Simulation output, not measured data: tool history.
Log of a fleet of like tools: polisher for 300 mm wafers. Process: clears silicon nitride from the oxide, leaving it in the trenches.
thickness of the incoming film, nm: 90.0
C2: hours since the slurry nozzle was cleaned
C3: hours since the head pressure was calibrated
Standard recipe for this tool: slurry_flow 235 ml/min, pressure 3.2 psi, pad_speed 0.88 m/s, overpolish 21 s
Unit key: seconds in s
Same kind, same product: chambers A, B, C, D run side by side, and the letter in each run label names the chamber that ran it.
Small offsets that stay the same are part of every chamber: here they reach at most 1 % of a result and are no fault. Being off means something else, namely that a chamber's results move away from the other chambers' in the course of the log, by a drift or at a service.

run 1B day=0.467 | slurry_flow=235 pressure=3.2 pad_speed=0.88 overpolish=21 | wafers_polished_on_this_pad=715 C2=588.1 C3=437.2 | seconds=114.46
run 2A day=0.783 | slurry_flow=235 pressure=3.2 pad_speed=0.88 overpolish=21 | wafers_polished_on_this_pad=614 C2=108.7 C3=902.9 | seconds=115.15
run 3C day=1.133 | slurry_flow=235 pressure=3.2 pad_speed=0.88 overpolish=21 | wafers_polished_on_this_pad=1130 C2=417.2 C3=1353.8 | seconds=116.55
run 4D day=1.438 | slurry_flow=235 pressure=3.2 pad_speed=0.88 overpolish=21 | wafers_polished_on_this_pad=679 C2=701.1 C3=388.4 | seconds=122.69
-- day=1.804 chamber B: worn pad replaced by a new one
run 5B day=1.875 | slurry_flow=235 pressure=3.2 pad_speed=0.88 overpolish=21 | wafers_polished_on_this_pad=17 C2=621.9 C3=471 | seconds=120.63
run 6C day=2.371 | slurry_flow=235 pressure=3.2 pad_speed=0.88 overpolish=21 | wafers_polished_on_this_pad=1415 C2=446.9 C3=1383.5 | seconds=114.86
run 7D day=2.792 | slurry_flow=235 pressure=3.2 pad_speed=0.88 overpolish=21 | wafers_polished_on_this_pad=991 C2=733.6 C3=420.9 | seconds=117.88
-- day=3.029 chamber D: slurry nozzle cleaned
-- day=3.104 chamber D: worn pad replaced by a new one
run 8A day=3.196 | slurry_flow=235 pressure=3.2 pad_speed=0.88 overpolish=21 | wafers_polished_on_this_pad=1170 C2=166.6 C3=960.8 | seconds=116.46
-- day=3.212 chamber C: head pressure recalibrated
-- day=3.333 chamber C: worn pad replaced by a new one
-- day=3.412 chamber A: worn pad replaced by a new one
run 9C day=3.554 | slurry_flow=235 pressure=3.2 pad_speed=0.88 overpolish=21 | wafers_polished_on_this_pad=51 C2=475.3 C3=8.2 | seconds=117.03
run 10D day=3.779 | slurry_flow=235 pressure=3.2 pad_speed=0.88 overpolish=21 | wafers_polished_on_this_pad=156 C2=18 C3=444.6 | seconds=114.07
run 11A day=4.208 | slurry_flow=235 pressure=3.2 pad_speed=0.88 overpolish=21 | wafers_polished_on_this_pad=183 C2=190.9 C3=985.1 | seconds=115.9
run 12B day=4.529 | slurry_flow=235 pressure=3.2 pad_speed=0.88 overpolish=21 | wafers_polished_on_this_pad=628 C2=685.6 C3=534.7 | seconds=114.82
-- day=4.533 chamber B: slurry nozzle cleaned
run 13B day=4.946 | slurry_flow=235 pressure=3.2 pad_speed=0.88 overpolish=21 | wafers_polished_on_this_pad=724 C2=9.9 C3=544.7 | seconds=113.79
run 14A day=5.233 | slurry_flow=235 pressure=3.2 pad_speed=0.88 overpolish=21 | wafers_polished_on_this_pad=419 C2=215.5 C3=1009.7 | seconds=114.85
run 15D day=5.467 | slurry_flow=235 pressure=3.2 pad_speed=0.88 overpolish=21 | wafers_polished_on_this_pad=545 C2=58.5 C3=485.1 | seconds=118.31
-- day=5.529 chamber C: slurry nozzle cleaned
run 16C day=5.704 | slurry_flow=235 pressure=3.2 pad_speed=0.88 overpolish=21 | wafers_polished_on_this_pad=546 C2=4.3 C3=59.8 | seconds=116.27
-- day=5.846 chamber B: head pressure recalibrated
run 17D day=6.108 | slurry_flow=235 pressure=3.2 pad_speed=0.88 overpolish=21 | wafers_polished_on_this_pad=693 C2=73.9 C3=500.5 | seconds=118.75
run 18C day=6.571 | slurry_flow=235 pressure=3.2 pad_speed=0.88 overpolish=21 | wafers_polished_on_this_pad=746 C2=25.1 C3=80.6 | seconds=119.42
-- day=6.808 chamber B: worn pad replaced by a new one
run 19A day=6.971 | slurry_flow=235 pressure=3.7 pad_speed=0.88 overpolish=21 | wafers_polished_on_this_pad=820 C2=257.2 C3=1051.4 | seconds=101.26
run 20B day=7.346 | slurry_flow=235 pressure=3.7 pad_speed=0.88 overpolish=21 | wafers_polished_on_this_pad=124 C2=67.5 C3=36.1 | seconds=104.26
run 21A day=7.846 | slurry_flow=235 pressure=3.7 pad_speed=0.88 overpolish=21 | wafers_polished_on_this_pad=1021 C2=278.2 C3=1072.4 | seconds=101.28
-- day=8.192 chamber D: worn pad replaced by a new one
run 22C day=8.208 | slurry_flow=235 pressure=3.7 pad_speed=0.88 overpolish=21 | wafers_polished_on_this_pad=1123 C2=64.4 C3=119.9 | seconds=100.59
run 23B day=8.512 | slurry_flow=235 pressure=3.2 pad_speed=0.88 overpolish=21 | wafers_polished_on_this_pad=393 C2=95.5 C3=64.1 | seconds=120.16
run 24D day=8.792 | slurry_flow=235 pressure=3.2 pad_speed=0.88 overpolish=21 | wafers_polished_on_this_pad=138 C2=138.3 C3=564.9 | seconds=116.85
-- day=8.846 chamber A: worn pad replaced by a new one
run 25B day=9.15 | slurry_flow=235 pressure=3.2 pad_speed=0.88 overpolish=21 | wafers_polished_on_this_pad=540 C2=110.8 C3=79.4 | seconds=118.78
run 26A day=9.392 | slurry_flow=235 pressure=3.2 pad_speed=0.88 overpolish=21 | wafers_polished_on_this_pad=126 C2=315.3 C3=1109.5 | seconds=116.1
run 27C day=9.842 | slurry_flow=235 pressure=3.2 pad_speed=0.88 overpolish=27 | wafers_polished_on_this_pad=1499 C2=103.6 C3=159.1 | seconds=120.65
-- day=10.062 chamber C: worn pad replaced by a new one
-- day=10.325 chamber A: slurry nozzle cleaned
run 28D day=10.329 | slurry_flow=235 pressure=3.2 pad_speed=0.88 overpolish=27 | wafers_polished_on_this_pad=492 C2=175.2 C3=601.8 | seconds=116.54
run 29C day=10.65 | slurry_flow=235 pressure=3.2 pad_speed=0.88 overpolish=27 | wafers_polished_on_this_pad=135 C2=123 C3=178.5 | seconds=117.38
run 30B day=11.008 | slurry_flow=235 pressure=3.2 pad_speed=0.88 overpolish=27 | wafers_polished_on_this_pad=968 C2=155.4 C3=124 | seconds=119.91
-- day=11.379 chamber B: worn pad replaced by a new one
run 31A day=11.462 | slurry_flow=235 pressure=3.2 pad_speed=0.88 overpolish=21 | wafers_polished_on_this_pad=603 C2=27.4 C3=1159.2 | seconds=115.2
run 32D day=11.775 | slurry_flow=235 pressure=4.3 pad_speed=0.88 overpolish=21 | wafers_polished_on_this_pad=825 C2=209.9 C3=636.5 | seconds=87.274
run 33D day=12.038 | slurry_flow=235 pressure=4.3 pad_speed=0.88 overpolish=21 | wafers_polished_on_this_pad=886 C2=216.2 C3=642.8 | seconds=85.482
run 34B day=12.45 | slurry_flow=235 pressure=4.3 pad_speed=0.88 overpolish=21 | wafers_polished_on_this_pad=247 C2=190 C3=158.6 | seconds=87.842
run 35A day=12.671 | slurry_flow=235 pressure=4.3 pad_speed=0.88 overpolish=21 | wafers_polished_on_this_pad=881 C2=56.4 C3=1188.2 | seconds=86.602
run 36C day=13.108 | slurry_flow=235 pressure=3.2 pad_speed=0.88 overpolish=21 | wafers_polished_on_this_pad=702 C2=182 C3=237.5 | seconds=114.08
run 37D day=13.575 | slurry_flow=235 pressure=3.2 pad_speed=0.88 overpolish=21 | wafers_polished_on_this_pad=1240 C2=253.1 C3=679.7 | seconds=116.76
-- day=13.929 chamber A: worn pad replaced by a new one
run 38C day=13.975 | slurry_flow=235 pressure=3.2 pad_speed=0.88 overpolish=21 | wafers_polished_on_this_pad=901 C2=202.8 C3=258.3 | seconds=118.54
run 39A day=14.317 | slurry_flow=235 pressure=3.2 pad_speed=0.88 overpolish=21 | wafers_polished_on_this_pad=89 C2=95.9 C3=1227.7 | seconds=116.36
run 40B day=14.812 | slurry_flow=235 pressure=2.5 pad_speed=0.88 overpolish=21 | wafers_polished_on_this_pad=791 C2=246.7 C3=215.3 | seconds=152.22

Decide between three cases: one chamber stands off from its peers, the gauge reading all wafers drifts, or nothing is wrong past each chamber's small offset. Where a chamber is off, say which and what most likely put it there.

No chamber stands off beyond its own small offset, and the gauge holds steady.

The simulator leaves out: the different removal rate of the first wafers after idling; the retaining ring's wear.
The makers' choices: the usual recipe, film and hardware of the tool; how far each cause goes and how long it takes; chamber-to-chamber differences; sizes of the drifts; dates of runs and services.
